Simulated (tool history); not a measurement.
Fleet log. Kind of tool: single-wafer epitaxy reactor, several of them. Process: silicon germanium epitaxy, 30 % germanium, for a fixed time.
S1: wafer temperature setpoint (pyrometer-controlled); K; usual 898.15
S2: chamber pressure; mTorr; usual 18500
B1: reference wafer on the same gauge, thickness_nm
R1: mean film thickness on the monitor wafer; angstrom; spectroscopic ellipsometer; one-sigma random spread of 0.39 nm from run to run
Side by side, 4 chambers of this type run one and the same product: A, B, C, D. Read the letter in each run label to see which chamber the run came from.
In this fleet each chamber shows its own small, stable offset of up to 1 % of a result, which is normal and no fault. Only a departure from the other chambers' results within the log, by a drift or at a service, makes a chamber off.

Run 1D, day 0.283: usual settings; B1 101.05. Result: R1 883.90 angstrom.
Run 2C, day 0.596: usual settings; B1 101.07. Result: R1 894.55 angstrom.
Run 3A, day 1.025: usual settings; B1 100.96. Result: R1 891.11 angstrom.
Run 4B, day 1.571: usual settings; B1 101.07. Result: R1 891.92 angstrom.
Run 5A, day 2.154: usual settings; B1 101.07. Result: R1 893.08 angstrom.
Run 6D, day 2.579: usual settings; B1 101.00. Result: R1 880.68 angstrom.
Run 7C, day 3.158: usual settings; B1 101.02. Result: R1 893.53 angstrom.
At day 3.692: chamber B: pyrometer calibrated.
Run 8B, day 3.738: usual settings; B1 101.02. Result: R1 896.01 angstrom.
Run 9A, day 4.100: usual settings but S1 889.15 K, S2 15100 mTorr; B1 100.93. Result: R1 706.45 angstrom.
Run 10C, day 4.688: usual settings but S1 889.15 K, S2 15100 mTorr; B1 100.99. Result: R1 699.33 angstrom.
Run 11B, day 5.196: usual settings but S1 889.15 K, S2 15100 mTorr; B1 101.00. Result: R1 703.34 angstrom.
Run 12D, day 5.496: usual settings but S1 889.15 K, S2 15100 mTorr; B1 101.06. Result: R1 698.53 angstrom.
Run 13C, day 6.038: usual settings; B1 101.02. Result: R1 896.46 angstrom.
Run 14A, day 6.379: usual settings; B1 101.04. Result: R1 887.50 angstrom.
Run 15D, day 6.688: usual settings; B1 101.03. Result: R1 885.52 angstrom.
Run 16B, day 6.988: usual settings but S2 14600 mTorr; B1 101.04. Result: R1 810.29 angstrom.
Run 17C, day 7.342: usual settings but S2 14600 mTorr; B1 101.02. Result: R1 809.08 angstrom.
Run 18D, day 7.904: usual settings but S2 14600 mTorr; B1 101.02. Result: R1 806.67 angstrom.
Run 19A, day 8.317: usual settings but S2 14600 mTorr; B1 101.02. Result: R1 810.30 angstrom.
Run 20B, day 8.671: usual settings but S2 15100 mTorr; B1 101.04. Result: R1 829.53 angstrom.
Run 21D, day 9.042: usual settings but S2 15100 mTorr; B1 100.98. Result: R1 815.38 angstrom.
Run 22A, day 9.425: usual settings but S2 15100 mTorr; B1 100.92. Result: R1 814.13 angstrom.
Run 23C, day 9.858: usual settings but S2 15100 mTorr; B1 101.04. Result: R1 816.24 angstrom.
Run 24B, day 10.292: usual settings but S2 14500 mTorr; B1 100.95. Result: R1 809.86 angstrom.
At day 10.321: chamber C: capacitance manometer re-zeroed and calibrated.
Run 25A, day 10.821: usual settings but S2 14500 mTorr; B1 100.98. Result: R1 806.95 angstrom.
Run 26D, day 11.308: usual settings but S2 14500 mTorr; B1 101.02. Result: R1 806.22 angstrom.
Run 27B, day 11.767: usual settings but S2 14500 mTorr; B1 100.99. Result: R1 806.29 angstrom.
Run 28C, day 12.083: usual settings; B1 101.02. Result: R1 892.00 angstrom.
Run 29D, day 12.425: usual settings; B1 101.00. Result: R1 891.00 angstrom.
Run 30C, day 12.788: usual settings; B1 100.96. Result: R1 890.01 angstrom.
Run 31B, day 13.162: usual settings; B1 100.82. Result: R1 896.20 angstrom.
Run 32A, day 13.762: usual settings; B1 101.01. Result: R1 884.64 angstrom.
Run 33A, day 14.250: usual settings; B1 100.97. Result: R1 893.10 angstrom.
Run 34C, day 14.817: usual settings; B1 100.98. Result: R1 897.58 angstrom.
At day 14.904: chamber C: pyrometer calibrated.
At day 15.071: chamber A: capacitance manometer re-zeroed and calibrated.
Run 35D, day 15.258: usual settings; B1 100.99. Result: R1 883.17 angstrom.
Run 36B, day 15.829: usual settings; B1 100.92. Result: R1 892.24 angstrom.
Run 37D, day 16.162: usual settings; B1 100.90. Result: R1 883.15 angstrom.
Run 38B, day 16.596: usual settings; B1 100.96. Result: R1 889.51 angstrom.
Run 39C, day 17.058: usual settings; B1 101.03. Result: R1 892.84 angstrom.
Run 40A, day 17.429: usual settings but S1 889.15 K, S2 21300 mTorr; B1 101.00. Result: R1 811.23 angstrom.
Run 41D, day 18.012: usual settings but S1 889.15 K, S2 21300 mTorr; B1 101.05. Result: R1 792.32 angstrom.
Run 42B, day 18.521: usual settings but S1 889.15 K, S2 21300 mTorr; B1 100.98. Result: R1 808.22 angstrom.
Run 43A, day 18.917: usual settings but S1 889.15 K, S2 21300 mTorr; B1 101.07. Result: R1 813.62 angstrom.
Run 44C, day 19.346: usual settings; B1 101.05. Result: R1 884.81 angstrom.

What goes on in this fleet: one chamber off, a drifting gauge, or nothing beyond the chambers' own small offsets? Name the chamber and the cause, if any.

The fleet is healthy, with each chamber sitting at its usual small offset and no drift in the gauge.

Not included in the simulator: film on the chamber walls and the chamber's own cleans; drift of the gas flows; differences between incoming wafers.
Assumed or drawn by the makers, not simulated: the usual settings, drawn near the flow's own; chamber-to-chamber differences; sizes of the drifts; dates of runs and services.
